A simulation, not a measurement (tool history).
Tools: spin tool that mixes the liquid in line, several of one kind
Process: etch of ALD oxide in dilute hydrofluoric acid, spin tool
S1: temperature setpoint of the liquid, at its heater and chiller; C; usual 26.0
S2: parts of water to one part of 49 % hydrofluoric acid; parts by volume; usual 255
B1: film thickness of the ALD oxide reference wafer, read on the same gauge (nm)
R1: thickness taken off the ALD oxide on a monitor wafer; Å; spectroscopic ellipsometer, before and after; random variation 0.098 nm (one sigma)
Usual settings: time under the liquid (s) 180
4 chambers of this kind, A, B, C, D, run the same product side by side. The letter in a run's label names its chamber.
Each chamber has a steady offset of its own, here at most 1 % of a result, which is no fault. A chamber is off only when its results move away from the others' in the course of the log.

{"run": "1D", "hour": 4.2, "S1": 26.0, "S2": 255, "time under the liquid (s)": 180, "B1": 29.992, "R1": 206.16}
{"run": "2A", "hour": 8.3, "S1": 26.0, "S2": 255, "time under the liquid (s)": 180, "B1": 29.99, "R1": 206.97}
{"run": "3C", "hour": 11.3, "S1": 26.0, "S2": 255, "time under the liquid (s)": 180, "B1": 30.029, "R1": 208.33}
{"run": "4B", "hour": 13.5, "S1": 26.0, "S2": 255, "time under the liquid (s)": 180, "B1": 30.019, "R1": 208.43}
{"run": "5A", "hour": 17.2, "S1": 26.0, "S2": 255, "time under the liquid (s)": 180, "B1": 29.991, "R1": 207.27}
{"run": "6B", "hour": 19.7, "S1": 27.5, "S2": 255, "time under the liquid (s)": 255, "B1": 29.984, "R1": 310.88}
{"run": "7D", "hour": 22.4, "S1": 27.5, "S2": 255, "time under the liquid (s)": 255, "B1": 29.995, "R1": 308.34}
{"run": "8C", "hour": 27.1, "S1": 27.5, "S2": 255, "time under the liquid (s)": 255, "B1": 30.022, "R1": 309.97}
{"run": "9C", "hour": 29.9, "S1": 27.5, "S2": 255, "time under the liquid (s)": 255, "B1": 29.999, "R1": 312.18}
{"run": "10B", "hour": 34.4, "S1": 26.0, "S2": 255, "time under the liquid (s)": 180, "B1": 30.001, "R1": 211.63}
{"run": "11A", "hour": 37.9, "S1": 26.0, "S2": 255, "time under the liquid (s)": 180, "B1": 29.976, "R1": 206.71}
{"run": "12D", "hour": 40.8, "S1": 26.0, "S2": 255, "time under the liquid (s)": 180, "B1": 29.995, "R1": 206.73}
{"run": "13A", "hour": 43.3, "S1": 26.0, "S2": 255, "time under the liquid (s)": 180, "B1": 30.01, "R1": 207.17}
{"run": "14B", "hour": 46.6, "S1": 26.0, "S2": 380, "time under the liquid (s)": 215, "B1": 29.993, "R1": 150.67}
{"run": "15C", "hour": 51.4, "S1": 26.0, "S2": 380, "time under the liquid (s)": 215, "B1": 30.011, "R1": 147.09}
{"run": "16D", "hour": 55.1, "S1": 26.0, "S2": 380, "time under the liquid (s)": 215, "B1": 30.01, "R1": 146.62}
{"run": "17C", "hour": 58.6, "S1": 26.0, "S2": 380, "time under the liquid (s)": 215, "B1": 29.987, "R1": 147.42}
{"run": "18D", "hour": 61.2, "S1": 26.0, "S2": 255, "time under the liquid (s)": 180, "B1": 30.002, "R1": 205.79}
{"run": "19B", "hour": 65.1, "S1": 26.0, "S2": 255, "time under the liquid (s)": 180, "B1": 30.004, "R1": 215.51}
{"run": "20A", "hour": 69.5, "S1": 26.0, "S2": 255, "time under the liquid (s)": 180, "B1": 30.009, "R1": 208.62}
{"run": "21C", "hour": 71.8, "S1": 26.0, "S2": 255, "time under the liquid (s)": 180, "B1": 29.983, "R1": 207.25}
{"run": "22D", "hour": 74.0, "S1": 26.0, "S2": 255, "time under the liquid (s)": 180, "B1": 29.982, "R1": 205.26}
{"run": "23B", "hour": 77.2, "S1": 26.0, "S2": 255, "time under the liquid (s)": 180, "B1": 29.995, "R1": 217.26}
{"run": "24A", "hour": 80.0, "S1": 26.0, "S2": 370, "time under the liquid (s)": 180, "B1": 29.995, "R1": 127.17}
{"run": "25A", "hour": 83.4, "S1": 26.0, "S2": 370, "time under the liquid (s)": 180, "B1": 29.977, "R1": 126.69}
{"run": "26D", "hour": 85.6, "S1": 26.0, "S2": 370, "time under the liquid (s)": 180, "B1": 29.999, "R1": 127.09}
{"run": "27B", "hour": 89.9, "S1": 26.0, "S2": 370, "time under the liquid (s)": 180, "B1": 29.999, "R1": 135.39}
{"run": "28C", "hour": 94.4, "S1": 26.0, "S2": 370, "time under the liquid (s)": 120, "B1": 29.998, "R1": 85.739}
{"run": "29A", "hour": 96.6, "S1": 26.0, "S2": 370, "time under the liquid (s)": 120, "B1": 29.982, "R1": 84.271}
{"run": "30B", "hour": 100.3, "S1": 26.0, "S2": 370, "time under the liquid (s)": 120, "B1": 29.986, "R1": 89.641}
{"run": "31C", "hour": 103.5, "S1": 26.0, "S2": 370, "time under the liquid (s)": 120, "B1": 30.008, "R1": 85.562}
{"run": "32D", "hour": 105.7, "S1": 26.0, "S2": 255, "time under the liquid (s)": 180, "B1": 29.994, "R1": 207.03}
{"run": "33C", "hour": 109.4, "S1": 26.0, "S2": 255, "time under the liquid (s)": 180, "B1": 30.018, "R1": 207.41}

Next, every chamber runs the same settings. What will each give?
{"run": "34A", "hour": 112.8, "S1": 26.0, "S2": 255, "time under the liquid (s)": 180, "R1": "?"}
{"run": "34B", "hour": 112.8, "S1": 26.0, "S2": 255, "time under the liquid (s)": 180, "R1": "?"}
{"run": "34C", "hour": 112.8, "S1": 26.0, "S2": 255, "time under the liquid (s)": 180, "R1": "?"}
{"run": "34D", "hour": 112.8, "S1": 26.0, "S2": 255, "time under the liquid (s)": 180, "R1": "?"}

run=34A R1=206.230
run=34B R1=221.900
run=34C R1=207.530
run=34D R1=205.630
